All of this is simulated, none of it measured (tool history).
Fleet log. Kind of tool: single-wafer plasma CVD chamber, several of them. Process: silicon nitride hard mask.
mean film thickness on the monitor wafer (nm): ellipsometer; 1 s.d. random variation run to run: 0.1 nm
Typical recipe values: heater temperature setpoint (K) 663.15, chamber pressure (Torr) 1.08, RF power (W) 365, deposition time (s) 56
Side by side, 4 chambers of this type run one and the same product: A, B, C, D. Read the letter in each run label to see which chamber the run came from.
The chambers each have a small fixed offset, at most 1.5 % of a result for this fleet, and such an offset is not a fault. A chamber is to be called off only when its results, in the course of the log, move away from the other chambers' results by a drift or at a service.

run    day  heater temperature setpoint (K)  chamber pressure (Torr)  RF power (W)  deposition time (s)  hours since the last thermocouple change  hours since the last RF generator calibration  hours since the last manometer calibration  read-back reference wafer on the same gauge, thickness_nm  mean film thickness on the monitor wafer (nm)
 1A  0.225                           663.15                     1.08           365                   56                                     694.2                                          694.5                                       286.5                                                     66.314                                         64.645
 2C  0.571                           663.15                     1.08           365                   56                                    2258.8                                          603.1                                       979.3                                                     66.235                                         65.655
 3D  0.762                           663.15                     1.08           365                   56                                     843.2                                         1082.9                                      1675.8                                                     66.266                                         65.297
 4B  0.971                           663.15                     1.08           365                   56                                      68.7                                         2378.5                                       247.4                                                     66.244                                         64.886
 5C  1.175                           663.15                     1.08           365                   56                                    2273.3                                          617.6                                       993.8                                                     66.226                                         65.497
 6D  1.496                           663.15                     1.08           365                   56                                     860.8                                         1100.5                                      1693.4                                                     66.212                                         64.946
 7B  1.783                           663.15                     1.08           365                   56                                      88.2                                         2398.0                                       266.9                                                     66.190                                         64.776
 8A  2.083                           663.15                     1.08           365                   56                                     738.8                                          739.1                                       331.1                                                     66.179                                         64.714
 9A  2.321                           663.15                     1.08           365                   56                                     744.5                                          744.8                                       336.8                                                     66.147                                         64.779
10B  2.517                           663.15                     1.08           365                   56                                     105.8                                         2415.6                                       284.5                                                     66.160                                         64.591
11C  2.817                           663.15                     1.08           365                   56                                    2312.7                                          657.0                                      1033.2                                                     66.108                                         65.501
12D  3.175                           663.15                     1.08           365                   56                                     901.1                                         1140.8                                      1733.7                                                     66.103                                         65.216
13C  3.467                           663.15                     1.08           365                   56                                    2328.3                                          672.6                                      1048.8                                                     66.058                                         65.330
14B  3.646                           663.15                     1.08           365                   56                                     132.9                                         2442.7                                       311.6                                                     66.069                                         64.673
15A  4.025                           663.15                     1.08           365                   56                                     785.4                                          785.7                                       377.7                                                     66.041                                         64.504
16D  4.358                           663.15                     1.08           365                   56                                     929.5                                         1169.2                                      1762.1                                                     66.024                                         64.924
17C  4.612                           663.15                     1.08           365                   56                                    2355.8                                          700.1                                      1076.3                                                     66.024                                         65.377
18A  4.858                           663.15                     1.08           365                   56                                     805.4                                          805.7                                       397.7                                                     65.996                                         64.543
19D  5.167                           663.15                     1.08           365                   56                                     948.9                                         1188.6                                      1781.5                                                     65.980                                         65.013
20B  5.429                           663.15                     1.08           365                   56                                     175.7                                         2485.5                                       354.4                                                     65.940                                         64.622
21C  5.604                           663.15                     1.08           365                   56                                    2379.6                                          723.9                                      1100.1                                                     65.951                                         65.313
22B  5.833                           663.15                     1.08           365                   56                                     185.4                                         2495.2                                       364.1                                                     65.926                                         64.612
23D  6.146                           663.15                     1.08           365                   56                                     972.4                                         1212.1                                      1805.0                                                     65.916                                         64.884
24A  6.317                           663.15                     1.08           365                   56                                     840.4                                          840.7                                       432.7                                                     65.883                                         64.460
25D  6.492                           663.15                     1.08           365                   56                                     980.7                                         1220.4                                      1813.3                                                     65.907                                         64.808

Next, all 4 chambers run the settings below, one line each with question marks for the results. What does each chamber give?
26A  6.767                           663.15                     1.08           365                   56                                                                                                                                                                                                                                              ?
26B  6.767                           663.15                     1.08           365                   56                                                                                                                                                                                                                                              ?
26C  6.767                           663.15                     1.08           365                   56                                                                                                                                                                                                                                              ?
26D  6.767                           663.15                     1.08           365                   56                                                                                                                                                                                                                                              ?

run  mean film thickness on the monitor wafer (nm)
26A                                         64.472
26B                                         64.298
26C                                         65.075
26D                                         64.788

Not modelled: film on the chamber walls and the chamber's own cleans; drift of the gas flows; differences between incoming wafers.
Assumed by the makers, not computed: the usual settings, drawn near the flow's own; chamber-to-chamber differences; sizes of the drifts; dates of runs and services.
